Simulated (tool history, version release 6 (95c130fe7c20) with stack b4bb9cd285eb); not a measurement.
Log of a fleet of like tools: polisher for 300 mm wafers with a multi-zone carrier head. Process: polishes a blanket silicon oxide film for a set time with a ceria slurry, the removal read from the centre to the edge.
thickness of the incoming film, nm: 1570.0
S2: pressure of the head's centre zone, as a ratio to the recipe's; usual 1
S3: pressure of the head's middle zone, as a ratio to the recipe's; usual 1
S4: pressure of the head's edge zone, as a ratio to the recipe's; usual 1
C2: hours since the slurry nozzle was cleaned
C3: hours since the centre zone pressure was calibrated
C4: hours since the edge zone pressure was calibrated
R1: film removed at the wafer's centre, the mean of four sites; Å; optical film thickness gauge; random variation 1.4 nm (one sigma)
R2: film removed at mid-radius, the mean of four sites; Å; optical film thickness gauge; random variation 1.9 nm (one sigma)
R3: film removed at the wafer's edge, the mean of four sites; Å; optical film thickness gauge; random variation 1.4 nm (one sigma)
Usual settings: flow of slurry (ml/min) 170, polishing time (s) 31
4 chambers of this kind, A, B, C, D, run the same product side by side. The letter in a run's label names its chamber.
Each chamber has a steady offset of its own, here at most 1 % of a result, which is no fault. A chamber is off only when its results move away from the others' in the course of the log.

At hour 0.4: chamber D: worn pad replaced by a new one.
Run 1A, hour 7.9: usual settings; wafers polished on this pad 275; C2 192.8; C3 121.6; C4 491.1. Result: R1 1697.9 Å, R2 1699 Å, R3 1696.6 Å.
At hour 18.5: chamber C: worn pad replaced by a new one.
Run 2D, hour 21.4: usual settings; wafers polished on this pad 311; C2 101.4; C3 681; C4 778.3. Result: R1 1677.9 Å, R2 1649.8 Å, R3 1699.1 Å.
At hour 24.5: chamber B: worn pad replaced by a new one.
Run 3C, hour 30.9: usual settings; wafers polished on this pad 183; C2 61.8; C3 117.1; C4 285.6. Result: R1 1682.1 Å, R2 1696.2 Å, R3 1682.4 Å.
Run 4B, hour 39.6: usual settings; wafers polished on this pad 224; C2 318.6; C3 488.8; C4 643.2. Result: R1 1696.8 Å, R2 1724.1 Å, R3 1689.3 Å.
At hour 39.9: chamber B: slurry nozzle cleaned.
At hour 40: chamber B: centre zone pressure recalibrated.
Run 5D, hour 53.3: usual settings; wafers polished on this pad 783; C2 133.3; C3 712.9; C4 810.2. Result: R1 1669.4 Å, R2 1677.5 Å, R3 1681.3 Å.
At hour 61.5: chamber A: worn pad replaced by a new one.
Run 6A, hour 62.3: usual settings; wafers polished on this pad 12; C2 247.2; C3 176; C4 545.5. Result: R1 1687.4 Å, R2 1682.5 Å, R3 1688.3 Å.
At hour 68.2: chamber D: worn pad replaced by a new one.
Run 7B, hour 75.9: usual settings; wafers polished on this pad 760; C2 36; C3 36; C4 679.5. Result: R1 1685.8 Å, R2 1666.3 Å, R3 1702 Å.
Run 8C, hour 84.8: usual settings; wafers polished on this pad 980; C2 115.7; C3 171; C4 339.5. Result: R1 1646.3 Å, R2 1677.9 Å, R3 1679.1 Å.
At hour 88.9: chamber C: worn pad replaced by a new one.
Run 9A, hour 93.5: usual settings; wafers polished on this pad 473; C2 278.4; C3 207.2; C4 576.7. Result: R1 1681.8 Å, R2 1692 Å, R3 1678.2 Å.
At hour 97.8: chamber B: worn pad replaced by a new one.
Run 10B, hour 103.9: usual settings; wafers polished on this pad 90; C2 64; C3 64; C4 707.5. Result: R1 1688 Å, R2 1658.8 Å, R3 1680.8 Å.
At hour 113.3: chamber C: edge zone pressure recalibrated.
Run 11D, hour 115.7: usual settings; wafers polished on this pad 702; C2 195.7; C3 775.3; C4 872.6. Result: R1 1657.4 Å, R2 1692.8 Å, R3 1698.2 Å.
Run 12C, hour 123.3: usual settings; wafers polished on this pad 509; C2 154.2; C3 209.5; C4 10. Result: R1 1692.2 Å, R2 1690 Å, R3 1696.1 Å.
At hour 123.8: chamber A: worn pad replaced by a new one.
Run 13C, hour 130.2: usual settings but polishing time (s) 23; wafers polished on this pad 611; C2 161.1; C3 216.4; C4 16.9. Result: R1 1240.9 Å, R2 1250.7 Å, R3 1261.3 Å.
At hour 131.6: chamber D: worn pad replaced by a new one.
Run 14A, hour 144.6: usual settings but polishing time (s) 23; wafers polished on this pad 308; C2 329.5; C3 258.3; C4 627.8. Result: R1 1238.6 Å, R2 1283.7 Å, R3 1255.7 Å.
At hour 157.3: chamber C: worn pad replaced by a new one.
Run 15B, hour 158.8: usual settings but polishing time (s) 23; wafers polished on this pad 901; C2 118.9; C3 118.9; C4 762.4. Result: R1 1260.2 Å, R2 1236.9 Å, R3 1268.8 Å.
At hour 161.3: chamber B: worn pad replaced by a new one.
Run 16D, hour 170.4: usual settings but polishing time (s) 23; wafers polished on this pad 574; C2 250.4; C3 830; C4 927.3. Result: R1 1247.2 Å, R2 1255.3 Å, R3 1244.7 Å.
Run 17D, hour 179: usual settings; wafers polished on this pad 701; C2 259; C3 838.6; C4 935.9. Result: R1 1671.9 Å, R2 1679.2 Å, R3 1675.2 Å.
At hour 189.8: chamber D: worn pad replaced by a new one.
Run 18A, hour 191.5: usual settings; wafers polished on this pad 1001; C2 376.4; C3 305.2; C4 674.7. Result: R1 1651.1 Å, R2 1673.8 Å, R3 1679.3 Å.
At hour 192.1: chamber A: worn pad replaced by a new one.
Run 19B, hour 206.2: usual settings; wafers polished on this pad 664; C2 166.3; C3 166.3; C4 809.8. Result: R1 1696 Å, R2 1705.1 Å, R3 1698.4 Å.
Run 20C, hour 215.7: usual settings; wafers polished on this pad 864; C2 246.6; C3 301.9; C4 102.4. Result: R1 1687.6 Å, R2 1662.4 Å, R3 1691.1 Å.
At hour 226.5: chamber C: worn pad replaced by a new one.
Run 21B, hour 230.3: usual settings; wafers polished on this pad 1021; C2 190.4; C3 190.4; C4 833.9. Result: R1 1679.4 Å, R2 1680 Å, R3 1700.1 Å.
At hour 233.2: chamber B: worn pad replaced by a new one.
Run 22D, hour 242.1: usual settings; wafers polished on this pad 774; C2 322.1; C3 901.7; C4 999. Result: R1 1670.2 Å, R2 1697.4 Å, R3 1666.1 Å.
Run 23C, hour 253.2: usual settings; wafers polished on this pad 395; C2 284.1; C3 339.4; C4 139.9. Result: R1 1671 Å, R2 1670.1 Å, R3 1695.5 Å.
At hour 255: chamber D: worn pad replaced by a new one.
At hour 261.5: chamber A: worn pad replaced by a new one.
Run 24A, hour 264: usual settings; wafers polished on this pad 37; C2 448.9; C3 377.7; C4 747.2. Result: R1 1631.3 Å, R2 1698.3 Å, R3 1680.5 Å.
Run 25B, hour 271.1: usual settings; wafers polished on this pad 560; C2 231.2; C3 231.2; C4 874.7. Result: R1 1673.4 Å, R2 1682.4 Å, R3 1673.5 Å.
Run 26A, hour 280.6: usual settings; wafers polished on this pad 283; C2 465.5; C3 394.3; C4 763.8. Result: R1 1613.4 Å, R2 1664.8 Å, R3 1679.2 Å.
Run 27D, hour 293: usual settings; wafers polished on this pad 562; C2 373; C3 952.6; C4 1049.9. Result: R1 1675.1 Å, R2 1676.5 Å, R3 1681.6 Å.
At hour 294.1: chamber C: slurry nozzle cleaned.
At hour 298.5: chamber B: worn pad replaced by a new one.
At hour 302.4: chamber C: worn pad replaced by a new one.
Run 28C, hour 303.4: usual settings; wafers polished on this pad 15; C2 9.3; C3 389.6; C4 190.1. Result: R1 1698.1 Å, R2 1678.1 Å, R3 1714.1 Å.
Run 29D, hour 314.1: usual settings; wafers polished on this pad 874; C2 394.1; C3 973.7; C4 1071. Result: R1 1681 Å, R2 1666 Å, R3 1708.1 Å.
Run 30C, hour 323.7: usual settings but flow of slurry (ml/min) 195; wafers polished on this pad 315; C2 29.6; C3 409.9; C4 210.4. Result: R1 1740 Å, R2 1751 Å, R3 1719.3 Å.
Run 31B, hour 333.8: usual settings but flow of slurry (ml/min) 195; wafers polished on this pad 523; C2 293.9; C3 293.9; C4 937.4. Result: R1 1721.1 Å, R2 1752 Å, R3 1719 Å.

Is one chamber off against the others, does the gauge drift, or is nothing wrong? If a chamber is off, say which, and what the likeliest cause is.

Chamber A drifts away from the others.
Cause: centre zone's pressure below its setpoint, % = 5.45.

Here are 4 candidates for chamber A's next run, each the usual settings with a change, their results left as question marks. Which one brings its results back in line with what the others give on the usual settings?
In line means no further than this from the other chambers' mean on the usual settings: R1 47 Å; R2 66 Å; R3 50 Å
Run 32A-1, hour 344.4: usual settings but flow of slurry (ml/min) 175, S2 1.08, S3 0.98, S4 0.98, polishing time (s) 32. Result: R1 ?, R2 ?, R3 ?.
Run 32A-2, hour 344.4: usual settings but flow of slurry (ml/min) 165, S2 0.93, S3 1.02, S4 1.02, polishing time (s) 30. Result: R1 ?, R2 ?, R3 ?.
Run 32A-3, hour 344.4: usual settings but flow of slurry (ml/min) 175, S2 1.04, S3 0.99, S4 0.99. Result: R1 ?, R2 ?, R3 ?.
Run 32A-4, hour 344.4: usual settings but flow of slurry (ml/min) 165, S2 0.96, S3 1.01, S4 1.01. Result: R1 ?, R2 ?, R3 ?.

The other chambers' mean on the usual settings: R1 1684.2 Å; R2 1686.3 Å; R3 1691.9 Å
  run      R1      R2      R3
32A-1    1795    1714  1714.1
32A-2  1412.5  1652.4  1628.1
32A-3  1668.8  1676.4  1669.1
32A-4  1511.6  1691.7  1673.9
32A-3 brings the chamber back in line.
